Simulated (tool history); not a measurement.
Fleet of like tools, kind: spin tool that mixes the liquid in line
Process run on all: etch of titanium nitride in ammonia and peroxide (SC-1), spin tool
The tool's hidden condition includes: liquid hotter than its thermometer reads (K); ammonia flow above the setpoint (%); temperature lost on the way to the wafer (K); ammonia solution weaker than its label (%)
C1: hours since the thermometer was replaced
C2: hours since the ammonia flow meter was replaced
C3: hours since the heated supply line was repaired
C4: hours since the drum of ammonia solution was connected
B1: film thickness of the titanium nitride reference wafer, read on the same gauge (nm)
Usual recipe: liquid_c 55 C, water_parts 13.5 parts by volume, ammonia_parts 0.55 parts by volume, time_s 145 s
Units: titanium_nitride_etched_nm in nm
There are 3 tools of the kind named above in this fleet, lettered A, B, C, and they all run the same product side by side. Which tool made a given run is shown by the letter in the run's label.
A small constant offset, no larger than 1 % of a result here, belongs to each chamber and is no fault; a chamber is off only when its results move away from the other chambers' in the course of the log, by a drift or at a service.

Run 1B, hour 5.4: usual settings; C1 1163.5; C2 2060.3; C3 1999.8; C4 28.6; B1 50.027. Result: titanium_nitride_etched_nm 11.679 nm.
Run 2A, hour 10.2: usual settings; C1 964.7; C2 879.3; C3 1582.1; C4 122.5; B1 49.959. Result: titanium_nitride_etched_nm 11.848 nm.
Run 3C, hour 14.6: usual settings; C1 540.4; C2 693.4; C3 196.3; C4 606.6; B1 50.025. Result: titanium_nitride_etched_nm 11.788 nm.
Run 4A, hour 17.4: usual settings; C1 971.9; C2 886.5; C3 1589.3; C4 129.7; B1 50.018. Result: titanium_nitride_etched_nm 11.744 nm.
Run 5C, hour 20.4: usual settings; C1 546.2; C2 699.2; C3 202.1; C4 612.4; B1 50.005. Result: titanium_nitride_etched_nm 11.853 nm.
Run 6B, hour 24.8: usual settings; C1 1182.9; C2 2079.7; C3 2019.2; C4 48; B1 49.992. Result: titanium_nitride_etched_nm 11.582 nm.
Run 7C, hour 30.1: usual settings; C1 555.9; C2 708.9; C3 211.8; C4 622.1; B1 50.028. Result: titanium_nitride_etched_nm 11.653 nm.
Run 8A, hour 35: usual settings; C1 989.5; C2 904.1; C3 1606.9; C4 147.3; B1 50.014. Result: titanium_nitride_etched_nm 11.75 nm.
Run 9B, hour 38.6: usual settings; C1 1196.7; C2 2093.5; C3 2033; C4 61.8; B1 49.991. Result: titanium_nitride_etched_nm 11.505 nm.
Run 10C, hour 43: usual settings; C1 568.8; C2 721.8; C3 224.7; C4 635; B1 49.977. Result: titanium_nitride_etched_nm 11.608 nm.
Run 11A, hour 46.1: usual settings; C1 1000.6; C2 915.2; C3 1618; C4 158.4; B1 50.021. Result: titanium_nitride_etched_nm 11.846 nm.
Run 12B, hour 50.6: usual settings; C1 1208.7; C2 2105.5; C3 2045; C4 73.8; B1 50.012. Result: titanium_nitride_etched_nm 11.826 nm.
Run 13A, hour 55.9: usual settings; C1 1010.4; C2 925; C3 1627.8; C4 168.2; B1 49.986. Result: titanium_nitride_etched_nm 12.131 nm.
Run 14C, hour 59.8: usual settings; C1 585.6; C2 738.6; C3 241.5; C4 651.8; B1 49.979. Result: titanium_nitride_etched_nm 11.623 nm.
Run 15B, hour 62.9: usual settings; C1 1221; C2 2117.8; C3 2057.3; C4 86.1; B1 50.007. Result: titanium_nitride_etched_nm 11.62 nm.
Run 16B, hour 67: usual settings; C1 1225.1; C2 2121.9; C3 2061.4; C4 90.2; B1 50.005. Result: titanium_nitride_etched_nm 11.594 nm.
Run 17A, hour 72.1: usual settings; C1 1026.6; C2 941.2; C3 1644; C4 184.4; B1 50.013. Result: titanium_nitride_etched_nm 12.313 nm.
Run 18C, hour 75: usual settings but ammonia_parts 0.4 parts by volume, time_s 85 s; C1 600.8; C2 753.8; C3 256.7; C4 667; B1 50.013. Result: titanium_nitride_etched_nm 6.5401 nm.
Run 19A, hour 78.7: usual settings but ammonia_parts 0.4 parts by volume, time_s 85 s; C1 1033.2; C2 947.8; C3 1650.6; C4 191; B1 49.997. Result: titanium_nitride_etched_nm 6.7028 nm.
Run 20C, hour 81.7: usual settings but ammonia_parts 0.4 parts by volume, time_s 85 s; C1 607.5; C2 760.5; C3 263.4; C4 673.7; B1 49.952. Result: titanium_nitride_etched_nm 6.5131 nm.
Run 21B, hour 87.1: usual settings; C1 1245.2; C2 2142; C3 2081.5; C4 110.3; B1 49.985. Result: titanium_nitride_etched_nm 11.793 nm.
Run 22C, hour 92: usual settings; C1 617.8; C2 770.8; C3 273.7; C4 684; B1 49.974. Result: titanium_nitride_etched_nm 11.659 nm.
Run 23B, hour 95.1: usual settings; C1 1253.2; C2 2150; C3 2089.5; C4 118.3; B1 50.018. Result: titanium_nitride_etched_nm 11.595 nm.
Run 24A, hour 98.9: usual settings; C1 1053.4; C2 968; C3 1670.8; C4 211.2; B1 50.004. Result: titanium_nitride_etched_nm 12.104 nm.
Run 25C, hour 103.1: usual settings; C1 628.9; C2 781.9; C3 284.8; C4 695.1; B1 50.017. Result: titanium_nitride_etched_nm 11.649 nm.
Run 26A, hour 108.4: usual settings; C1 1062.9; C2 977.5; C3 1680.3; C4 220.7; B1 50.016. Result: titanium_nitride_etched_nm 12.429 nm.
Run 27B, hour 111.7: usual settings; C1 1269.8; C2 2166.6; C3 2106.1; C4 134.9; B1 49.997. Result: titanium_nitride_etched_nm 11.599 nm.
Run 28C, hour 115.2: usual settings; C1 641; C2 794; C3 296.9; C4 707.2; B1 50.003. Result: titanium_nitride_etched_nm 11.828 nm.
Run 29A, hour 120.3: usual settings but liquid_c 63.5 C; C1 1074.8; C2 989.4; C3 1692.2; C4 232.6; B1 50.002. Result: titanium_nitride_etched_nm 21.514 nm.
Run 30B, hour 124.3: usual settings but liquid_c 63.5 C; C1 1282.4; C2 2179.2; C3 2118.7; C4 147.5; B1 49.972. Result: titanium_nitride_etched_nm 20.698 nm.
Run 31A, hour 128.6: usual settings but liquid_c 63.5 C; C1 1083.1; C2 997.7; C3 1700.5; C4 240.9; B1 49.987. Result: titanium_nitride_etched_nm 21.595 nm.
Run 32B, hour 132.9: usual settings; C1 1291; C2 2187.8; C3 2127.3; C4 156.1; B1 49.991. Result: titanium_nitride_etched_nm 11.692 nm.
Run 33C, hour 136.6: usual settings; C1 662.4; C2 815.4; C3 318.3; C4 728.6; B1 49.949. Result: titanium_nitride_etched_nm 11.672 nm.
Run 34C, hour 141.7: usual settings; C1 667.5; C2 820.5; C3 323.4; C4 733.7; B1 50.007. Result: titanium_nitride_etched_nm 11.716 nm.
Run 35B, hour 146.3: usual settings but time_s 220 s; C1 1304.4; C2 2201.2; C3 2140.7; C4 169.5; B1 49.95. Result: titanium_nitride_etched_nm 17.488 nm.
Run 36A, hour 149.5: usual settings but time_s 220 s; C1 1104; C2 1018.6; C3 1721.4; C4 261.8; B1 49.995. Result: titanium_nitride_etched_nm 18.891 nm.
Run 37B, hour 153: usual settings but time_s 220 s; C1 1311.1; C2 2207.9; C3 2147.4; C4 176.2; B1 50.014. Result: titanium_nitride_etched_nm 17.463 nm.
Run 38C, hour 156.3: usual settings but ammonia_parts 0.8 parts by volume; C1 682.1; C2 835.1; C3 338; C4 748.3; B1 49.977. Result: titanium_nitride_etched_nm 12.408 nm.
Run 39A, hour 158.9: usual settings but ammonia_parts 0.8 parts by volume; C1 1113.4; C2 1028; C3 1730.8; C4 271.2; B1 50.001. Result: titanium_nitride_etched_nm 13.424 nm.
Run 40A, hour 163.6: usual settings but ammonia_parts 0.8 parts by volume; C1 1118.1; C2 1032.7; C3 1735.5; C4 275.9; B1 50.002. Result: titanium_nitride_etched_nm 13.659 nm.
Run 41C, hour 168.8: usual settings; C1 694.6; C2 847.6; C3 350.5; C4 760.8; B1 49.999. Result: titanium_nitride_etched_nm 11.59 nm.
Run 42B, hour 171.7: usual settings but ammonia_parts 0.65 parts by volume; C1 1329.8; C2 2226.6; C3 2166.1; C4 194.9; B1 49.998. Result: titanium_nitride_etched_nm 11.909 nm.
Run 43C, hour 175.6: usual settings but ammonia_parts 0.65 parts by volume; C1 701.4; C2 854.4; C3 357.3; C4 767.6; B1 49.987. Result: titanium_nitride_etched_nm 12.076 nm.
Run 44B, hour 180.5: usual settings but ammonia_parts 0.65 parts by volume; C1 1338.6; C2 2235.4; C3 2174.9; C4 203.7; B1 49.994. Result: titanium_nitride_etched_nm 12.024 nm.

All 3 chambers run these settings next. Forecast each chamber's results:
Run 45A, hour 184.5: usual settings. Result: titanium_nitride_etched_nm ?.
Run 45B, hour 184.5: usual settings. Result: titanium_nitride_etched_nm ?.
Run 45C, hour 184.5: usual settings. Result: titanium_nitride_etched_nm ?.

run  titanium_nitride_etched_nm
45A                       12.96
45B                       11.66
45C                      11.842
